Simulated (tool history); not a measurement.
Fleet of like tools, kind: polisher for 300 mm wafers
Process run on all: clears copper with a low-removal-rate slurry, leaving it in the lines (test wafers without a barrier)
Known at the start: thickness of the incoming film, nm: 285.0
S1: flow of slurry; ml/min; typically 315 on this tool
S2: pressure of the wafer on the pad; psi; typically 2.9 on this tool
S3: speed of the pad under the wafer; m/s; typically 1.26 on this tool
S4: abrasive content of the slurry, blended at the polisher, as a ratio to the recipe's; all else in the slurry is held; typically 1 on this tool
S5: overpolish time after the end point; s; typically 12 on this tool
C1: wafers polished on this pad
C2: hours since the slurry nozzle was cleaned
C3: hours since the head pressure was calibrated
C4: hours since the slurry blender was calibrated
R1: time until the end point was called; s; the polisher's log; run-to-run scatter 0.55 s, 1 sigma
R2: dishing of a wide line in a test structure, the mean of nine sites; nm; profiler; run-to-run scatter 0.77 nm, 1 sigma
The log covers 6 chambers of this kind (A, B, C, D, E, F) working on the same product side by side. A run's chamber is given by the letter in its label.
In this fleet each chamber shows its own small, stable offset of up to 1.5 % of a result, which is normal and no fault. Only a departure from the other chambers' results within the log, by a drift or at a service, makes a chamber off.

run,hour,S1,S2,S3,S4,S5,C1,C2,C3,C4,R1,R2
# hour 3.8: chamber B: worn pad replaced by a new one
1B,10,315,2.9,1.26,1,12,44,128.8,884,134.1,63.942,35.697
# hour 15.9: chamber D: worn pad replaced by a new one
2E,19.7,315,2.9,1.26,1,12,1115,119.3,34.6,196.2,63.98,35.612
3C,29.8,315,2.9,1.26,1,12,337,547.8,758.1,213.7,63.673,36.601
4D,36.6,315,2.9,1.26,1,12,148,729.5,637.3,235.4,62.988,33.786
# hour 43.5: chamber C: slurry blender recalibrated
# hour 44.8: chamber E: worn pad replaced by a new one
5A,45.3,315,3.7,1.26,1,10,479,369.3,766.7,143.6,50.169,38.593
# hour 51.1: chamber F: worn pad replaced by a new one
6F,55.1,315,3.7,1.26,1,10,29,387,176.5,58.8,49.474,40.734
7C,64.9,315,3.7,1.26,1,10,588,582.9,793.2,21.4,50.219,36.905
8B,71,315,3.7,1.26,1,10,481,189.8,945,195.1,50.041,37.567
9E,77.2,315,3.7,1.26,1,10,232,176.8,92.1,253.7,50.495,37.336
10F,83.9,315,3.7,1.26,1,10,235,415.8,205.3,87.6,49.781,37.637
11D,89.9,315,2.9,1.26,1,12,530,782.8,690.6,288.7,64.107,34.248
12A,97.6,315,2.9,1.26,1,12,853,421.6,819,195.9,63.477,35.837
13C,103.4,315,2,1.26,0.8,12,864,621.4,831.7,59.9,95.95,25.178
# hour 106.7: chamber C: worn pad replaced by a new one
# hour 108: chamber F: slurry nozzle cleaned
14D,112.1,315,2,1.26,0.8,12,689,805,712.8,310.9,97.822,24.201
# hour 113.6: chamber F: worn pad replaced by a new one
15B,120.9,315,2,1.26,0.8,12,838,239.7,994.9,245,97.947,24.653
# hour 125.6: chamber D: slurry blender recalibrated
16E,126.2,315,2,1.26,0.8,12,583,225.8,141.1,302.7,97.675,24.436
17A,132.9,315,2,1.26,0.8,12,1106,456.9,854.3,231.2,93.521,25.341
18F,142.8,315,2,1.26,0.8,12,209,34.9,264.2,146.5,96.221,23.862
# hour 148.3: chamber D: slurry nozzle cleaned
19D,151.9,315,2.9,1.26,1,12,974,3.6,752.6,26.4,63.971,36.996
20B,157.1,315,2.9,1.26,1,12,1097,275.9,1031.1,281.2,62.742,35.737
# hour 159.8: chamber B: worn pad replaced by a new one
# hour 165.2: chamber A: slurry blender recalibrated
21E,166.6,315,2.3,1.26,1,17,872,266.2,181.5,343.1,80.574,39.291
22A,173.1,315,2.3,1.26,1,17,1394,497.1,894.5,7.9,77.4,39.801
# hour 181.4: chamber F: worn pad replaced by a new one
23C,181.5,315,2.3,1.26,1,17,536,699.5,909.8,138,80.065,39.419
# hour 185.3: chamber A: worn pad replaced by a new one
# hour 188.2: chamber F: slurry blender recalibrated
24F,188.8,315,2.3,1.26,1,17,53,80.9,310.2,0.7,79.799,38.315
# hour 189.7: chamber D: worn pad replaced by a new one
25C,196.2,315,2.3,1.26,1,17,641,714.2,924.5,152.7,78.397,39.273
26B,203.8,315,2.3,1.26,1,17,315,322.6,1077.8,327.9,80.89,38.547
27A,213.4,255,2.9,1.26,1,12,201,537.4,934.8,48.2,61.545,37.013
# hour 213.6: chamber E: worn pad replaced by a new one
# hour 217.4: chamber B: slurry nozzle cleaned
# hour 218.8: chamber D: head pressure recalibrated
# hour 221.5: chamber C: worn pad replaced by a new one
28F,223.6,255,2.9,1.26,1,12,302,115.7,345,35.5,64.723,35.901
29E,230.3,255,2.9,1.26,1,12,120,329.9,245.2,406.8,64.213,35.444
# hour 231: chamber E: slurry blender recalibrated
30D,237.8,255,2.9,1.26,1,12,344,89.5,19.1,112.3,66.484,34.508
31E,248.2,255,2.9,1.26,1,12,248,347.8,263.1,17.3,64.481,34.868
32D,258.8,255,2.9,1.26,1,12,495,110.5,40.1,133.3,65.721,35.404
# hour 260.5: chamber F: worn pad replaced by a new one
33B,264.2,315,2.9,1.26,1,12,747,46.8,1138.2,388.3,63.067,35.027
# hour 270: chamber C: slurry blender recalibrated
34F,274.3,225,3.7,1.26,1,12,98,166.4,395.7,86.2,51.086,43.854
# hour 276.6: chamber B: slurry blender recalibrated
35A,279.6,225,3.7,1.26,1,12,675,603.6,1001,114.4,47.978,45.103
36C,286,225,3.7,1.26,1,12,462,804,1014.3,16,50.905,43.344
37C,291.4,225,3.7,1.26,1,12,500,809.4,1019.7,21.4,52.014,42.381
38A,299.8,225,3.7,1.26,1,12,820,623.8,1021.2,134.6,49.056,45.366
# hour 305.8: chamber F: head pressure recalibrated
39E,310.8,225,3.7,1.26,1,12,696,410.4,325.7,79.9,51.979,42.891
40F,317.8,315,2.9,1.26,1,12,410,209.9,12,129.7,63.576,36.78
41D,325.6,315,2.9,1.26,1,12,973,177.3,106.9,200.1,64.856,36.452
# hour 328: chamber C: slurry nozzle cleaned
42B,332.5,315,2.9,1.26,1,12,1237,115.1,1206.5,55.9,62.442,35.425
43C,340.1,315,2.9,1.26,1,12,849,12.1,1068.4,70.1,62.816,36.472
44D,345.6,315,2.9,1.26,1,12,1116,197.3,126.9,220.1,63.859,36.266

Decide between three cases: one chamber stands off from its peers, the gauge reading all wafers drifts, or nothing is wrong past each chamber's small offset. Where a chamber is off, say which and what most likely put it there.

It is chamber A that slowly wanders off from its peers.
Most likely cause: head's pressure above its setpoint, % = 7.03.

Which of the 4 candidates below, each the usual settings with something changed and its results left as question marks, puts chamber A back in line with what the other chambers give on the usual settings?
To be in line, a result may differ from the other chambers' mean on the usual settings by at most: R1 1.9 s; R2 2.7 nm
45A-1,353.8,315,3,1.3,1,12,,,,,?,?
45A-2,353.8,315,2.8,1.22,1,12,,,,,?,?
45A-3,353.8,315,2.7,1.16,1,12,,,,,?,?
45A-4,353.8,315,3.1,1.36,1,12,,,,,?,?

On the usual settings, the other chambers give on average: R1 63.765 s; R2 35.738 nm
run,R1,R2
45A-1,55.575,39.409
45A-2,63.435,35.222
45A-3,69.181,32.703
45A-4,51.413,42.034
The right change is 45A-2: it brings the chamber back within the allowed miss of the others.
